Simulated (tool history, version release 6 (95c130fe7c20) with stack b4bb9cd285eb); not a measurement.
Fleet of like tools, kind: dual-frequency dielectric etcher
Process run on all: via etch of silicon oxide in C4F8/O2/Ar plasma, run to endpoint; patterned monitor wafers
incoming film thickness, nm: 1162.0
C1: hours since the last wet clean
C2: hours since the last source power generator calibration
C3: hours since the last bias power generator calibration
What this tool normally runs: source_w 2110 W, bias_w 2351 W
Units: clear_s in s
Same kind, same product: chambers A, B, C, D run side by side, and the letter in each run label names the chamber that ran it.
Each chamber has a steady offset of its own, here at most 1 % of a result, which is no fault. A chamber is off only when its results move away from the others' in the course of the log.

Run 1D, hour 10.6: usual settings; C1 96; C2 884; C3 3620. Result: clear_s 215.93 s.
Run 2A, hour 22.9: usual settings; C1 366.2; C2 2164.8; C3 155.7. Result: clear_s 213.48 s.
Run 3C, hour 31.7: usual settings; C1 468.9; C2 2863.4; C3 1530.9. Result: clear_s 213.74 s.
Run 4B, hour 42.1: usual settings; C1 241.9; C2 3894; C3 282.9. Result: clear_s 212.73 s.
Run 5D, hour 53.3: usual settings; C1 138.7; C2 926.7; C3 3662.7. Result: clear_s 214.94 s.
At hour 57.8: chamber C: wet clean of the chamber.
Run 6B, hour 60.4: usual settings but source_w 1690 W, bias_w 2534 W; C1 260.2; C2 3912.3; C3 301.2. Result: clear_s 227.38 s.
Run 7A, hour 68.5: usual settings but source_w 1690 W, bias_w 2534 W; C1 411.8; C2 2210.4; C3 201.3. Result: clear_s 226.79 s.
Run 8C, hour 80.6: usual settings but source_w 1690 W, bias_w 2534 W; C1 22.8; C2 2912.3; C3 1579.8. Result: clear_s 227.8 s.
Run 9B, hour 91: usual settings but source_w 1690 W, bias_w 2534 W; C1 290.8; C2 3942.9; C3 331.8. Result: clear_s 226.21 s.
Run 10C, hour 97.1: usual settings; C1 39.3; C2 2928.8; C3 1596.3. Result: clear_s 213.71 s.
Run 11D, hour 103.8: usual settings; C1 189.2; C2 977.2; C3 3713.2. Result: clear_s 215.22 s.
Run 12A, hour 112.3: usual settings; C1 455.6; C2 2254.2; C3 245.1. Result: clear_s 209.22 s.
Run 13D, hour 123.9: usual settings; C1 209.3; C2 997.3; C3 3733.3. Result: clear_s 215.77 s.
Run 14B, hour 131: usual settings; C1 330.8; C2 3982.9; C3 371.8. Result: clear_s 213.16 s.
Run 15A, hour 139.9: usual settings but source_w 2360 W; C1 483.2; C2 2281.8; C3 272.7. Result: clear_s 200.15 s.
Run 16C, hour 150.2: usual settings but source_w 2360 W; C1 92.4; C2 2981.9; C3 1649.4. Result: clear_s 204.96 s.
Run 17D, hour 157.2: usual settings but source_w 2360 W; C1 242.6; C2 1030.6; C3 3766.6. Result: clear_s 206.03 s.
Run 18C, hour 168.5: usual settings but source_w 2360 W; C1 110.7; C2 3000.2; C3 1667.7. Result: clear_s 205.21 s.
Run 19A, hour 175.9: usual settings; C1 519.2; C2 2317.8; C3 308.7. Result: clear_s 210.26 s.
Run 20B, hour 184: usual settings; C1 383.8; C2 4035.9; C3 424.8. Result: clear_s 213.12 s.
Run 21A, hour 189.8: usual settings; C1 533.1; C2 2331.7; C3 322.6. Result: clear_s 208.17 s.
Run 22D, hour 198.6: usual settings; C1 284; C2 1072; C3 3808. Result: clear_s 214.17 s.
Run 23C, hour 207.3: usual settings; C1 149.5; C2 3039; C3 1706.5. Result: clear_s 213.22 s.
Run 24B, hour 217.9: usual settings; C1 417.7; C2 4069.8; C3 458.7. Result: clear_s 213.42 s.
Run 25B, hour 229.8: usual settings; C1 429.6; C2 4081.7; C3 470.6. Result: clear_s 214.21 s.

All 4 chambers run these settings next. Forecast each chamber's results:
Run 26A, hour 239.1: usual settings. Result: clear_s ?.
Run 26B, hour 239.1: usual settings. Result: clear_s ?.
Run 26C, hour 239.1: usual settings. Result: clear_s ?.
Run 26D, hour 239.1: usual settings. Result: clear_s ?.

run  clear_s
26A   205.64
26B   212.55
26C   213.64
26D    214.9
